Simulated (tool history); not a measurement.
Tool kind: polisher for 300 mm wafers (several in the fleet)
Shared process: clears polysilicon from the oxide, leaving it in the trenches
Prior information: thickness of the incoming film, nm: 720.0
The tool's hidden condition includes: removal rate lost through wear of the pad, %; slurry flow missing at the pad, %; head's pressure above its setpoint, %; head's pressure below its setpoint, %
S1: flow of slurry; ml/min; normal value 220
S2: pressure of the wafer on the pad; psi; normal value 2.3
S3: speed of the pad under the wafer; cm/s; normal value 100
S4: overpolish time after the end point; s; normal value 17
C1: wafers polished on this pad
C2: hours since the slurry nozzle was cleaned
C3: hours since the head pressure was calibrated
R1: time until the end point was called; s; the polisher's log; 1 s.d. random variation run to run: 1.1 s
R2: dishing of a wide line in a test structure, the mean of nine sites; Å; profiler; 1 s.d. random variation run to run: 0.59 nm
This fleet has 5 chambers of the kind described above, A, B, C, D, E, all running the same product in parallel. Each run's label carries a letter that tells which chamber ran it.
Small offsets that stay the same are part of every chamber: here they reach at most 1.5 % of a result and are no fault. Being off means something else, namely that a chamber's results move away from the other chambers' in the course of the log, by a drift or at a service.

{"hour": 5.1, "done": "chamber B: worn pad replaced by a new one"}
{"run": "1B", "hour": 5.1, "S1": 220, "S2": 2.3, "S3": 100, "S4": 17, "C1": 0, "C2": 68.7, "C3": 1013.1, "R1": 65.201, "R2": 464.53}
{"run": "2A", "hour": 8.4, "S1": 220, "S2": 2.3, "S3": 100, "S4": 17, "C1": 483, "C2": 213.4, "C3": 742.4, "R1": 64.708, "R2": 467}
{"hour": 10.3, "done": "chamber C: worn pad replaced by a new one"}
{"run": "3E", "hour": 13.9, "S1": 220, "S2": 2.3, "S3": 100, "S4": 17, "C1": 629, "C2": 257.7, "C3": 982, "R1": 65.744, "R2": 475.88}
{"hour": 16.3, "done": "chamber E: slurry nozzle cleaned"}
{"run": "4D", "hour": 18.9, "S1": 220, "S2": 2.3, "S3": 100, "S4": 17, "C1": 391, "C2": 330.7, "C3": 798.1, "R1": 66.677, "R2": 469.21}
{"run": "5C", "hour": 22.3, "S1": 220, "S2": 2.3, "S3": 82, "S4": 12, "C1": 113, "C2": 436.8, "C3": 88.2, "R1": 78.77, "R2": 436.04}
{"run": "6A", "hour": 26.3, "S1": 220, "S2": 2.3, "S3": 82, "S4": 12, "C1": 652, "C2": 231.3, "C3": 760.3, "R1": 77.234, "R2": 432.66}
{"hour": 26.9, "done": "chamber B: head pressure recalibrated"}
{"hour": 29.7, "done": "chamber D: worn pad replaced by a new one"}
{"run": "7D", "hour": 31.7, "S1": 220, "S2": 2.3, "S3": 82, "S4": 12, "C1": 19, "C2": 343.5, "C3": 810.9, "R1": 78.75, "R2": 431.36}
{"run": "8E", "hour": 37.3, "S1": 220, "S2": 2.3, "S3": 82, "S4": 12, "C1": 850, "C2": 21.1, "C3": 1005.4, "R1": 74.035, "R2": 436.05}
{"hour": 40.8, "done": "chamber E: worn pad replaced by a new one"}
{"run": "9B", "hour": 43.5, "S1": 220, "S2": 2.3, "S3": 82, "S4": 12, "C1": 363, "C2": 107.1, "C3": 16.6, "R1": 78.597, "R2": 430.93}
{"run": "10C", "hour": 47.5, "S1": 220, "S2": 2.3, "S3": 100, "S4": 17, "C1": 352, "C2": 462, "C3": 113.4, "R1": 63.967, "R2": 471.21}
{"run": "11D", "hour": 50.5, "S1": 220, "S2": 2.3, "S3": 100, "S4": 17, "C1": 197, "C2": 362.3, "C3": 829.7, "R1": 62.953, "R2": 489.25}
{"hour": 56.3, "done": "chamber B: worn pad replaced by a new one"}
{"run": "12C", "hour": 56.6, "S1": 220, "S2": 2.3, "S3": 100, "S4": 17, "C1": 438, "C2": 471.1, "C3": 122.5, "R1": 64.487, "R2": 464.52}
{"run": "13A", "hour": 60.1, "S1": 220, "S2": 2.3, "S3": 100, "S4": 17, "C1": 972, "C2": 265.1, "C3": 794.1, "R1": 64.15, "R2": 474.75}
{"run": "14E", "hour": 64.5, "S1": 220, "S2": 2.3, "S3": 100, "S4": 17, "C1": 224, "C2": 48.3, "C3": 1032.6, "R1": 64.129, "R2": 473.13}
{"run": "15B", "hour": 68.2, "S1": 220, "S2": 2.3, "S3": 100, "S4": 17, "C1": 112, "C2": 131.8, "C3": 41.3, "R1": 64.296, "R2": 475.02}
{"hour": 70.1, "done": "chamber C: worn pad replaced by a new one"}
{"run": "16A", "hour": 73.0, "S1": 220, "S2": 2.3, "S3": 100, "S4": 17, "C1": 1094, "C2": 278, "C3": 807, "R1": 63.867, "R2": 467.94}
{"run": "17D", "hour": 79.2, "S1": 220, "S2": 2.3, "S3": 100, "S4": 17, "C1": 468, "C2": 391, "C3": 858.4, "R1": 63.149, "R2": 464.19}
{"hour": 80.7, "done": "chamber A: worn pad replaced by a new one"}
{"run": "18B", "hour": 84.9, "S1": 220, "S2": 2.3, "S3": 100, "S4": 17, "C1": 270, "C2": 148.5, "C3": 58, "R1": 64.256, "R2": 475.82}
{"run": "19E", "hour": 90.8, "S1": 220, "S2": 2.3, "S3": 100, "S4": 17, "C1": 473, "C2": 74.6, "C3": 1058.9, "R1": 63.51, "R2": 474.69}
{"hour": 92.4, "done": "chamber D: worn pad replaced by a new one"}
{"run": "20C", "hour": 94.3, "S1": 220, "S2": 2.3, "S3": 100, "S4": 17, "C1": 229, "C2": 508.8, "C3": 160.2, "R1": 67.697, "R2": 462.08}
{"run": "21C", "hour": 97.8, "S1": 220, "S2": 2.3, "S3": 100, "S4": 17, "C1": 262, "C2": 512.3, "C3": 163.7, "R1": 68.169, "R2": 463.26}
{"run": "22D", "hour": 101.2, "S1": 220, "S2": 2.3, "S3": 100, "S4": 17, "C1": 83, "C2": 413, "C3": 880.4, "R1": 64.357, "R2": 469.57}
{"run": "23E", "hour": 105.0, "S1": 220, "S2": 2.3, "S3": 100, "S4": 17, "C1": 607, "C2": 88.8, "C3": 1073.1, "R1": 65.749, "R2": 471.5}
{"run": "24A", "hour": 110.2, "S1": 220, "S2": 2.3, "S3": 100, "S4": 17, "C1": 280, "C2": 315.2, "C3": 844.2, "R1": 63.443, "R2": 463.89}
{"hour": 110.8, "done": "chamber B: worn pad replaced by a new one"}
{"run": "25B", "hour": 116.1, "S1": 220, "S2": 2.3, "S3": 100, "S4": 17, "C1": 50, "C2": 179.7, "C3": 89.2, "R1": 64.949, "R2": 467.05}
{"run": "26B", "hour": 120.4, "S1": 220, "S2": 2.3, "S3": 100, "S4": 17, "C1": 91, "C2": 184, "C3": 93.5, "R1": 64.521, "R2": 481.98}
{"hour": 125.5, "done": "chamber E: worn pad replaced by a new one"}
{"run": "27E", "hour": 126.4, "S1": 220, "S2": 2.3, "S3": 88, "S4": 17, "C1": 9, "C2": 110.2, "C3": 1094.5, "R1": 72.631, "R2": 477.17}
{"run": "28C", "hour": 132.0, "S1": 220, "S2": 2.3, "S3": 88, "S4": 17, "C1": 586, "C2": 546.5, "C3": 197.9, "R1": 79.685, "R2": 456.8}
{"hour": 132.4, "done": "chamber C: worn pad replaced by a new one"}
{"run": "29A", "hour": 135.3, "S1": 220, "S2": 2.3, "S3": 88, "S4": 17, "C1": 517, "C2": 340.3, "C3": 869.3, "R1": 72.96, "R2": 466.1}
{"run": "30D", "hour": 141.2, "S1": 220, "S2": 2.3, "S3": 88, "S4": 17, "C1": 462, "C2": 453, "C3": 920.4, "R1": 72.839, "R2": 471.31}
{"run": "31C", "hour": 144.3, "S1": 220, "S2": 2.3, "S3": 88, "S4": 17, "C1": 112, "C2": 558.8, "C3": 210.2, "R1": 79.832, "R2": 456.72}
{"run": "32A", "hour": 148.3, "S1": 220, "S2": 2.3, "S3": 100, "S4": 17, "C1": 640, "C2": 353.3, "C3": 882.3, "R1": 62.461, "R2": 469.5}

Read the log: is a single chamber off, either drifting away or since a service, is the gauge that measures every chamber drifting, or is nothing wrong beyond small per-chamber offsets? Name any odd chamber and what most likely caused it.

Chamber C drifts away from the others.
What lies behind it: head's pressure below its setpoint, % = 11.9.

Below are 4 candidate recipes for chamber C's next run, each the usual settings with a change, their results shown as question marks. Which of them brings C's results back in line with what the other chambers give on the usual settings?
Maximum distance from the other chambers' mean on the usual settings for a result to count as in line: R1 4.1 s; R2 21 Å
{"run": "33C-1", "hour": 152.8, "S1": 220, "S2": 2.5, "S3": 108, "S4": 18, "R1": "?", "R2": "?"}
{"run": "33C-2", "hour": 152.8, "S1": 225, "S2": 2.6, "S3": 114, "S4": 18, "R1": "?", "R2": "?"}
{"run": "33C-3", "hour": 152.8, "S1": 215, "S2": 2, "S3": 86, "S4": 18, "R1": "?", "R2": "?"}
{"run": "33C-4", "hour": 152.8, "S1": 220, "S2": 2.1, "S3": 94, "S4": 16, "R1": "?", "R2": "?"}

The mean the other chambers reach with the usual settings: R1 63.809 s; R2 471.77 Å
run=33C-1 R1=63.304 R2=471.81
run=33C-2 R1=57.535 R2=474.06
run=33C-3 R1=99.308 R2=447.6
run=33C-4 R1=86.389 R2=449.39
With 33C-1, the chamber falls back in line with the rest.
